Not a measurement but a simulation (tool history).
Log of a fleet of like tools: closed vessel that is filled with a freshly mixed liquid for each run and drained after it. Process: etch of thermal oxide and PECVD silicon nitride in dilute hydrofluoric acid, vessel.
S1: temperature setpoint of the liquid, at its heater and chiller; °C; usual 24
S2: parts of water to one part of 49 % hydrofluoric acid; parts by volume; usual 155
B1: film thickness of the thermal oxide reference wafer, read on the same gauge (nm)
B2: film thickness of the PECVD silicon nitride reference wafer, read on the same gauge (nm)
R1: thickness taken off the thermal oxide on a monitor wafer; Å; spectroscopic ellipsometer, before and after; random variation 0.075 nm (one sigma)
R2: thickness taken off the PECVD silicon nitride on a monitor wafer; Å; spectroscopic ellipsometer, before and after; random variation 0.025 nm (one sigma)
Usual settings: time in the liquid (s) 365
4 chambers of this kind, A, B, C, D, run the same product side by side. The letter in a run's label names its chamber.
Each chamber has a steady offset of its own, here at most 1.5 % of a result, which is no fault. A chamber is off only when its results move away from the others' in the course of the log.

{"run": "1D", "hour": 4.0, "S1": 24, "S2": 155, "time in the liquid (s)": 365, "B1": 39.998, "B2": 120.01, "R1": 108.18, "R2": 42.505}
{"run": "2B", "hour": 8.1, "S1": 24, "S2": 155, "time in the liquid (s)": 365, "B1": 39.977, "B2": 120.02, "R1": 108.25, "R2": 42.819}
{"run": "3C", "hour": 10.8, "S1": 24, "S2": 155, "time in the liquid (s)": 365, "B1": 39.992, "B2": 120, "R1": 106.63, "R2": 42.848}
{"run": "4A", "hour": 13.5, "S1": 24, "S2": 155, "time in the liquid (s)": 365, "B1": 39.968, "B2": 120, "R1": 109.05, "R2": 42.545}
{"run": "5C", "hour": 16.1, "S1": 24, "S2": 155, "time in the liquid (s)": 365, "B1": 39.997, "B2": 120.01, "R1": 107.29, "R2": 42.251}
{"run": "6D", "hour": 18.5, "S1": 24, "S2": 155, "time in the liquid (s)": 365, "B1": 40.001, "B2": 119.99, "R1": 110.43, "R2": 42.259}
{"run": "7B", "hour": 22.6, "S1": 24, "S2": 155, "time in the liquid (s)": 365, "B1": 39.998, "B2": 120, "R1": 107.61, "R2": 42.618}
{"run": "8A", "hour": 25.9, "S1": 24, "S2": 155, "time in the liquid (s)": 365, "B1": 39.979, "B2": 120, "R1": 110.7, "R2": 42.55}
{"run": "9B", "hour": 30.8, "S1": 24, "S2": 155, "time in the liquid (s)": 215, "B1": 39.985, "B2": 120.02, "R1": 64.444, "R2": 24.96}
{"run": "10D", "hour": 33.2, "S1": 24, "S2": 155, "time in the liquid (s)": 215, "B1": 39.993, "B2": 120, "R1": 64.525, "R2": 24.759}
{"run": "11A", "hour": 36.1, "S1": 24, "S2": 155, "time in the liquid (s)": 215, "B1": 40.026, "B2": 120.01, "R1": 64.763, "R2": 25.124}
{"run": "12C", "hour": 39.8, "S1": 24, "S2": 155, "time in the liquid (s)": 215, "B1": 40.008, "B2": 119.98, "R1": 64.586, "R2": 25.331}
{"run": "13B", "hour": 42.8, "S1": 24, "S2": 155, "time in the liquid (s)": 365, "B1": 40.008, "B2": 120, "R1": 109.59, "R2": 42.676}
{"run": "14D", "hour": 46.1, "S1": 24, "S2": 155, "time in the liquid (s)": 365, "B1": 40.022, "B2": 120, "R1": 108.7, "R2": 42.462}
{"run": "15A", "hour": 49.8, "S1": 24, "S2": 155, "time in the liquid (s)": 365, "B1": 40.021, "B2": 120, "R1": 110.07, "R2": 42.315}
{"run": "16C", "hour": 54.6, "S1": 24, "S2": 155, "time in the liquid (s)": 175, "B1": 39.986, "B2": 119.99, "R1": 52.577, "R2": 20.652}
{"run": "17A", "hour": 56.8, "S1": 24, "S2": 155, "time in the liquid (s)": 175, "B1": 39.998, "B2": 120, "R1": 52.745, "R2": 20.246}
{"run": "18D", "hour": 59.8, "S1": 24, "S2": 155, "time in the liquid (s)": 175, "B1": 40.016, "B2": 119.98, "R1": 52.021, "R2": 20.274}
{"run": "19B", "hour": 62.1, "S1": 24, "S2": 155, "time in the liquid (s)": 175, "B1": 40.018, "B2": 119.99, "R1": 51.793, "R2": 20.162}
{"run": "20C", "hour": 64.9, "S1": 24, "S2": 155, "time in the liquid (s)": 365, "B1": 39.99, "B2": 120.01, "R1": 111.74, "R2": 43.631}
{"run": "21C", "hour": 68.9, "S1": 24, "S2": 155, "time in the liquid (s)": 365, "B1": 39.99, "B2": 120, "R1": 111.39, "R2": 43.682}
{"run": "22A", "hour": 71.2, "S1": 24, "S2": 155, "time in the liquid (s)": 365, "B1": 39.996, "B2": 120, "R1": 109.98, "R2": 42.147}
{"run": "23D", "hour": 75.6, "S1": 24, "S2": 155, "time in the liquid (s)": 365, "B1": 39.99, "B2": 120, "R1": 108.64, "R2": 42.619}
{"run": "24B", "hour": 79.1, "S1": 24, "S2": 155, "time in the liquid (s)": 365, "B1": 40.005, "B2": 120.01, "R1": 109.03, "R2": 42.974}
{"run": "25D", "hour": 84.0, "S1": 24, "S2": 155, "time in the liquid (s)": 365, "B1": 39.992, "B2": 119.97, "R1": 109.75, "R2": 42.275}
{"run": "26A", "hour": 87.4, "S1": 24, "S2": 155, "time in the liquid (s)": 365, "B1": 40.006, "B2": 120, "R1": 109.26, "R2": 42.73}
{"run": "27C", "hour": 91.2, "S1": 24, "S2": 155, "time in the liquid (s)": 365, "B1": 39.995, "B2": 120, "R1": 113, "R2": 44.243}
{"hour": 92.4, "done": "chamber A: hydrofluoric acid flow meter replaced"}
{"run": "28B", "hour": 95.5, "S1": 24, "S2": 155, "time in the liquid (s)": 365, "B1": 40.012, "B2": 120, "R1": 108.83, "R2": 42.157}
{"run": "29B", "hour": 99.4, "S1": 24, "S2": 155, "time in the liquid (s)": 365, "B1": 39.998, "B2": 120, "R1": 109.22, "R2": 42.621}
{"run": "30D", "hour": 103.2, "S1": 24, "S2": 155, "time in the liquid (s)": 365, "B1": 39.998, "B2": 120, "R1": 109.66, "R2": 42.526}
{"run": "31C", "hour": 106.9, "S1": 24, "S2": 155, "time in the liquid (s)": 365, "B1": 40.001, "B2": 119.99, "R1": 114.92, "R2": 44.29}
{"run": "32A", "hour": 110.0, "S1": 24, "S2": 155, "time in the liquid (s)": 365, "B1": 39.982, "B2": 120.02, "R1": 109.93, "R2": 42.364}
{"run": "33C", "hour": 112.5, "S1": 24, "S2": 155, "time in the liquid (s)": 365, "B1": 40.01, "B2": 119.99, "R1": 116.49, "R2": 44.463}
{"run": "34D", "hour": 115.6, "S1": 24, "S2": 155, "time in the liquid (s)": 365, "B1": 39.992, "B2": 120.01, "R1": 109.15, "R2": 42.116}
{"run": "35A", "hour": 118.5, "S1": 24, "S2": 155, "time in the liquid (s)": 365, "B1": 39.983, "B2": 120, "R1": 109.57, "R2": 42.368}
{"run": "36B", "hour": 123.5, "S1": 24, "S2": 155, "time in the liquid (s)": 365, "B1": 40.03, "B2": 120, "R1": 107.77, "R2": 42.389}
{"run": "37A", "hour": 127.4, "S1": 24, "S2": 155, "time in the liquid (s)": 365, "B1": 40.011, "B2": 119.98, "R1": 110.24, "R2": 42.28}
{"run": "38B", "hour": 131.6, "S1": 24, "S2": 155, "time in the liquid (s)": 365, "B1": 40.001, "B2": 120, "R1": 108.18, "R2": 42.735}

What goes on in this fleet: one chamber off, a drifting gauge, or nothing beyond the chambers' own small offsets? Name the chamber and the cause, if any.

Chamber C drifts away from the others.
Cause: hydrofluoric acid flow above the setpoint (%) = 7.73.

Here are 4 candidates for chamber C's next run, each the usual settings with a change, their results left as question marks. Which one brings its results back in line with what the others give on the usual settings?
In line means no further than this from the other chambers' mean on the usual settings: R1 2.6 Å; R2 0.86 Å
{"run": "39C-1", "hour": 135.2, "S1": 24, "S2": 160, "time in the liquid (s)": 350, "R1": "?", "R2": "?"}
{"run": "39C-2", "hour": 135.2, "S1": 24, "S2": 155, "time in the liquid (s)": 375, "R1": "?", "R2": "?"}
{"run": "39C-3", "hour": 135.2, "S1": 24, "S2": 150, "time in the liquid (s)": 380, "R1": "?", "R2": "?"}
{"run": "39C-4", "hour": 135.2, "S1": 24, "S2": 155, "time in the liquid (s)": 355, "R1": "?", "R2": "?"}

The other chambers' mean on the usual settings: R1 109.07 Å; R2 42.408 Å
run=39C-1 R1=108.33 R2=42.316
run=39C-2 R1=120.44 R2=46.781
run=39C-3 R1=126.78 R2=48.962
run=39C-4 R1=114.02 R2=44.286
39C-1 brings the chamber back in line.
